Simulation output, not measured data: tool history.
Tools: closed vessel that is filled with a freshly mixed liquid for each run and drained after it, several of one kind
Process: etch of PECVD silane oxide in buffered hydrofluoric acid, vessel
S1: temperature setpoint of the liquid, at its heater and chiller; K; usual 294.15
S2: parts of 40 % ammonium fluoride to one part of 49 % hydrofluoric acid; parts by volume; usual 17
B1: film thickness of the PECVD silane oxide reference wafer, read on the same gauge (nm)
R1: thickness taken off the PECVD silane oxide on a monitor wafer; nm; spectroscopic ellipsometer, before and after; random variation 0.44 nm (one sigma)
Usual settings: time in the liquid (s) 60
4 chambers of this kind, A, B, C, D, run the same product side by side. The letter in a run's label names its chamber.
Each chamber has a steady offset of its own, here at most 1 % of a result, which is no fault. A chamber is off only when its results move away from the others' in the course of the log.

Run 1A, day 0.304: usual settings; B1 100.01. Result: R1 46.399 nm.
Run 2D, day 0.821: usual settings; B1 99.956. Result: R1 45.126 nm.
Run 3B, day 1.204: usual settings; B1 99.991. Result: R1 46.683 nm.
Run 4C, day 1.75: usual settings; B1 100.04. Result: R1 45.789 nm.
Run 5A, day 2.271: usual settings; B1 100.01. Result: R1 45.368 nm.
Run 6C, day 2.796: usual settings; B1 100.01. Result: R1 45.616 nm.
Run 7B, day 3.267: usual settings; B1 100.02. Result: R1 46.593 nm.
Run 8D, day 3.6: usual settings; B1 99.986. Result: R1 45.149 nm.
Run 9B, day 4.171: usual settings; B1 100.02. Result: R1 46.625 nm.
Run 10A, day 4.567: usual settings; B1 100.05. Result: R1 45.731 nm.
Run 11C, day 4.908: usual settings; B1 100.04. Result: R1 45.573 nm.
Run 12D, day 5.254: usual settings; B1 100.04. Result: R1 45.405 nm.
Run 13A, day 5.7: usual settings; B1 99.979. Result: R1 45.247 nm.
Run 14D, day 6.179: usual settings; B1 99.989. Result: R1 46.522 nm.
Run 15C, day 6.512: usual settings but S1 290.65 K, S2 21.5 parts by volume; B1 99.984. Result: R1 30.172 nm.
Run 16B, day 7.033: usual settings but S1 290.65 K, S2 21.5 parts by volume; B1 100. Result: R1 31.024 nm.
Run 17A, day 7.321: usual settings but S1 290.65 K, S2 21.5 parts by volume; B1 100. Result: R1 30.777 nm.
Run 18C, day 7.733: usual settings but S1 290.65 K, S2 21.5 parts by volume; B1 99.996. Result: R1 30.435 nm.
Run 19B, day 8.15: usual settings; B1 100.04. Result: R1 46.958 nm.
Run 20D, day 8.662: usual settings; B1 100.01. Result: R1 45.714 nm.
Run 21D, day 9.117: usual settings; B1 100.01. Result: R1 45.788 nm.
Run 22C, day 9.408: usual settings but S1 296.65 K, time in the liquid (s) 35; B1 99.998. Result: R1 30.676 nm.
Run 23A, day 9.721: usual settings but S1 296.65 K, time in the liquid (s) 35; B1 99.99. Result: R1 30.603 nm.
Run 24B, day 10.279: usual settings but S1 296.65 K, time in the liquid (s) 35; B1 99.983. Result: R1 31.098 nm.
Run 25C, day 10.617: usual settings but S1 296.65 K, time in the liquid (s) 35; B1 100.04. Result: R1 30.307 nm.
Run 26D, day 11.112: usual settings; B1 99.98. Result: R1 46.392 nm.
Run 27A, day 11.55: usual settings; B1 100.04. Result: R1 46.67 nm.
Run 28B, day 12.121: usual settings; B1 99.97. Result: R1 46.269 nm.

Next, every chamber runs the same settings. What will each give?
Run 29A, day 12.538: usual settings but S1 295.65 K. Result: R1 ?.
Run 29B, day 12.538: usual settings but S1 295.65 K. Result: R1 ?.
Run 29C, day 12.538: usual settings but S1 295.65 K. Result: R1 ?.
Run 29D, day 12.538: usual settings but S1 295.65 K. Result: R1 ?.

run      R1
29A  50.211
29B  50.602
29C  49.549
29D  49.355

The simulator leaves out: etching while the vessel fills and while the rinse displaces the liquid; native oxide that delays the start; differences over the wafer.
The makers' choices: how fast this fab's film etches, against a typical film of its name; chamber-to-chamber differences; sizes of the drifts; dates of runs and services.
